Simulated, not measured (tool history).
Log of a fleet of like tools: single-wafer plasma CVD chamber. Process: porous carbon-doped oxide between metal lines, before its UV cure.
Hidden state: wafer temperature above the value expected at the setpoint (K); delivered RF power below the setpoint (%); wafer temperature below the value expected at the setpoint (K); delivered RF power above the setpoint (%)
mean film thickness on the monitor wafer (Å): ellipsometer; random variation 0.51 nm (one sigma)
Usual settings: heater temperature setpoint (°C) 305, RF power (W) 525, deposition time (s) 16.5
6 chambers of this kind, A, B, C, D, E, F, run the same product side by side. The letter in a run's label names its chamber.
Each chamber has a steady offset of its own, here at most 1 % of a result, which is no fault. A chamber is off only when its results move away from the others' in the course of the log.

run,day,heater temperature setpoint (°C),RF power (W),deposition time (s),hours since the last thermocouple change,hours since the last RF generator calibration,"read-back reference wafer on the same gauge, thickness_nm",mean film thickness on the monitor wafer (Å)
1F,0.425,305,525,16.5,1305.4,1177.4,86.663,917.75
2B,0.833,305,525,16.5,431.1,1735.5,86.657,911.92
# day 1.125: chamber F: RF generator calibrated
3A,1.508,305,525,16.5,798.1,794.7,86.875,913.70
4E,1.962,305,525,16.5,103.0,255.5,86.773,917.96
5D,2.275,315,525,16.5,1276.5,1021.7,86.840,862.98
6C,2.829,315,525,16.5,546.3,814.7,86.945,865.53
7F,3.250,315,525,16.5,1373.2,51.1,86.785,873.80
8D,3.750,315,525,16.5,1311.9,1057.1,86.848,867.92
9C,4.258,315,525,16.5,580.6,849.0,86.770,860.07
10A,4.788,315,525,16.5,876.8,873.4,86.847,860.94
11E,5.396,305,525,16.5,185.4,337.9,86.806,911.46
12B,5.958,318,525,16.5,554.1,1858.5,86.624,852.20
13A,6.342,318,525,16.5,914.1,910.7,86.884,857.74
14D,6.971,318,525,16.5,1389.2,1134.4,86.851,854.42
15E,7.417,318,525,16.5,233.9,386.4,86.813,853.35
16F,7.912,318,525,16.5,1485.1,163.0,86.820,851.66
17C,8.346,318,525,16.5,678.7,947.1,86.890,846.07
18B,8.742,305,525,16.5,620.9,1925.3,86.730,910.69
19A,9.054,305,525,16.5,979.2,975.8,86.749,910.04
20C,9.417,305,525,16.5,704.4,972.8,86.683,903.67
21B,10.050,314,620,16.5,652.3,1956.7,86.749,974.34
22E,10.425,314,620,16.5,306.1,458.6,86.877,983.26
23D,10.971,314,620,16.5,1485.2,1230.4,86.936,968.65
24F,11.642,314,620,16.5,1574.6,252.5,86.753,988.06
# day 11.712: chamber B: RF generator calibrated
25F,12.300,314,620,16.5,1590.4,268.3,86.806,978.65
26D,12.812,314,620,16.5,1529.4,1274.6,86.724,972.12
# day 13.067: chamber D: thermocouple changed; heater temperature recalibrated
27B,13.346,305,525,16.5,731.4,39.3,86.804,919.51
28E,13.896,305,525,16.5,389.4,541.9,86.803,910.13
29A,14.442,291,610,16.5,1108.5,1105.1,86.663,1099.80
30C,15.042,291,610,16.5,839.4,1107.8,86.815,1091.50
31F,15.358,291,610,16.5,1663.8,341.7,86.864,1109.30
32C,15.971,291,610,16.5,861.7,1130.1,86.629,1078.30
33D,16.329,291,610,16.5,78.3,1359.0,86.906,1087.60
34A,16.654,291,610,16.5,1161.6,1158.2,86.875,1096.50
# day 16.738: chamber D: RF generator calibrated
35B,17.283,305,525,16.5,825.9,133.8,86.831,909.17
36E,17.671,305,525,16.5,480.0,632.5,86.808,913.22
37D,18.071,305,525,16.5,120.1,32.1,86.740,919.76

What goes on in this fleet: one chamber off, a drifting gauge, or nothing beyond the chambers' own small offsets? Name the chamber and the cause, if any.

No chamber stands off beyond its own small offset, and the gauge holds steady.
